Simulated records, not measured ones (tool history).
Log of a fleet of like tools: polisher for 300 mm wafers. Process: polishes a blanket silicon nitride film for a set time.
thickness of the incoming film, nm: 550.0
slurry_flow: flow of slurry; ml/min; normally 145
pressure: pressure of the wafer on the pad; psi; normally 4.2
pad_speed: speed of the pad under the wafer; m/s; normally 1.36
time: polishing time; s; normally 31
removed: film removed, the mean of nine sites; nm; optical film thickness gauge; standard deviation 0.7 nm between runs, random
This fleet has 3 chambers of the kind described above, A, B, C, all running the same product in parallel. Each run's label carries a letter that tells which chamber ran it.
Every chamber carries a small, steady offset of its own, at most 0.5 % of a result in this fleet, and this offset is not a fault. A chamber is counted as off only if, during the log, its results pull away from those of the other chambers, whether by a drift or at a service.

run 1A hour=11.6 | slurry_flow=145 pressure=4.2 pad_speed=1.36 time=31 | removed=78.572
run 2C hour=20.6 | slurry_flow=145 pressure=4.2 pad_speed=1.36 time=31 | removed=78.659
run 3B hour=33.2 | slurry_flow=145 pressure=4.2 pad_speed=1.36 time=31 | removed=78.506
run 4B hour=42.2 | slurry_flow=145 pressure=4.2 pad_speed=1.36 time=31 | removed=79.097
-- hour=49.6 chamber B: worn pad replaced by a new one
run 5C hour=51.1 | slurry_flow=145 pressure=4.2 pad_speed=1.36 time=31 | removed=79.156
run 6A hour=58 | slurry_flow=145 pressure=4.2 pad_speed=1.36 time=31 | removed=78.466
-- hour=62.3 chamber C: worn pad replaced by a new one
run 7A hour=70 | slurry_flow=145 pressure=4.2 pad_speed=1.36 time=31 | removed=79.519
-- hour=72.9 chamber A: worn pad replaced by a new one
run 8C hour=78.7 | slurry_flow=145 pressure=4.2 pad_speed=1.36 time=31 | removed=78.981
run 9B hour=88 | slurry_flow=145 pressure=4.7 pad_speed=1.82 time=31 | removed=109.4
-- hour=97.9 chamber B: head pressure recalibrated
run 10B hour=98.4 | slurry_flow=145 pressure=4.7 pad_speed=1.82 time=31 | removed=112.2
run 11C hour=104.2 | slurry_flow=145 pressure=4.7 pad_speed=1.82 time=31 | removed=111.09
run 12A hour=111.9 | slurry_flow=145 pressure=4.2 pad_speed=1.36 time=31 | removed=78.615
run 13C hour=120.7 | slurry_flow=145 pressure=4.2 pad_speed=1.36 time=31 | removed=78.961
run 14A hour=129.1 | slurry_flow=100 pressure=3 pad_speed=1.36 time=31 | removed=52.573
run 15B hour=137.7 | slurry_flow=100 pressure=3 pad_speed=1.36 time=31 | removed=51.869
run 16C hour=148.4 | slurry_flow=100 pressure=3 pad_speed=1.36 time=31 | removed=51.756
run 17B hour=158.4 | slurry_flow=145 pressure=4.2 pad_speed=1.36 time=31 | removed=79.276
run 18A hour=165.5 | slurry_flow=145 pressure=4.2 pad_speed=1.36 time=31 | removed=77.783
-- hour=166.6 chamber A: head pressure recalibrated
-- hour=173.5 chamber C: worn pad replaced by a new one
run 19B hour=177.7 | slurry_flow=145 pressure=4.2 pad_speed=1.36 time=31 | removed=78.518
-- hour=180.4 chamber B: slurry nozzle cleaned
-- hour=185.4 chamber B: worn pad replaced by a new one
-- hour=189.2 chamber A: worn pad replaced by a new one
run 20A hour=189.8 | slurry_flow=145 pressure=4.2 pad_speed=1.36 time=31 | removed=74.694
run 21C hour=201.2 | slurry_flow=145 pressure=4.2 pad_speed=1.36 time=31 | removed=79.662
run 22B hour=206.7 | slurry_flow=145 pressure=4.2 pad_speed=1.36 time=31 | removed=77.752
run 23C hour=216.7 | slurry_flow=145 pressure=4.2 pad_speed=1.36 time=31 | removed=79.324
run 24A hour=224.9 | slurry_flow=145 pressure=4.2 pad_speed=1.36 time=31 | removed=74.081
run 25C hour=234.3 | slurry_flow=145 pressure=4.2 pad_speed=1.36 time=31 | removed=78.291
run 26B hour=245 | slurry_flow=145 pressure=4.2 pad_speed=1.36 time=31 | removed=78.329
run 27A hour=250.7 | slurry_flow=145 pressure=4.2 pad_speed=1.36 time=31 | removed=75.24
-- hour=250.9 chamber C: slurry nozzle cleaned
run 28C hour=260.5 | slurry_flow=145 pressure=4.2 pad_speed=1.68 time=31 | removed=93.32
run 29B hour=266.7 | slurry_flow=145 pressure=4.2 pad_speed=1.68 time=31 | removed=93.016
-- hour=270.3 chamber A: slurry nozzle cleaned
run 30A hour=272.4 | slurry_flow=145 pressure=4.2 pad_speed=1.68 time=31 | removed=87.479
run 31C hour=278.4 | slurry_flow=145 pressure=4.2 pad_speed=1.36 time=31 | removed=78.51
-- hour=290.2 chamber A: worn pad replaced by a new one
run 32B hour=290.8 | slurry_flow=145 pressure=4.2 pad_speed=1.36 time=31 | removed=79.002
run 33A hour=299.6 | slurry_flow=145 pressure=4.2 pad_speed=1.36 time=31 | removed=75.189

One chamber off, gauge drift, or nothing amiss beyond the chambers' own small offsets? If it is a chamber, which one, and what is the likeliest cause?

Chamber A has stood off from the others ever since a service on it.
What lies behind it: head's pressure below its setpoint, % = 4.69.

Chamber A could run next with any of the 4 candidate recipes listed below; each alters the usual settings, and their results appear as question marks. Which one brings its results back in line with what the other chambers deliver on the usual settings?
In-line tolerance around the mean of the other chambers on the usual settings: removed 2.4 nm
run 34A-1 hour=308.6 | slurry_flow=145 pressure=4.4 pad_speed=1.4 time=32 | removed=?
run 34A-2 hour=308.6 | slurry_flow=145 pressure=4.1 pad_speed=1.36 time=30 | removed=?
run 34A-3 hour=308.6 | slurry_flow=145 pressure=4.3 pad_speed=1.4 time=31 | removed=?
run 34A-4 hour=308.6 | slurry_flow=145 pressure=4 pad_speed=1.32 time=30 | removed=?

What the other chambers average on the usual settings: removed 78.729 nm
run=34A-1 removed=82.378
run=34A-2 removed=70.266
run=34A-3 removed=77.973
run=34A-4 removed=66.918
With 34A-3, the chamber falls back in line with the rest.

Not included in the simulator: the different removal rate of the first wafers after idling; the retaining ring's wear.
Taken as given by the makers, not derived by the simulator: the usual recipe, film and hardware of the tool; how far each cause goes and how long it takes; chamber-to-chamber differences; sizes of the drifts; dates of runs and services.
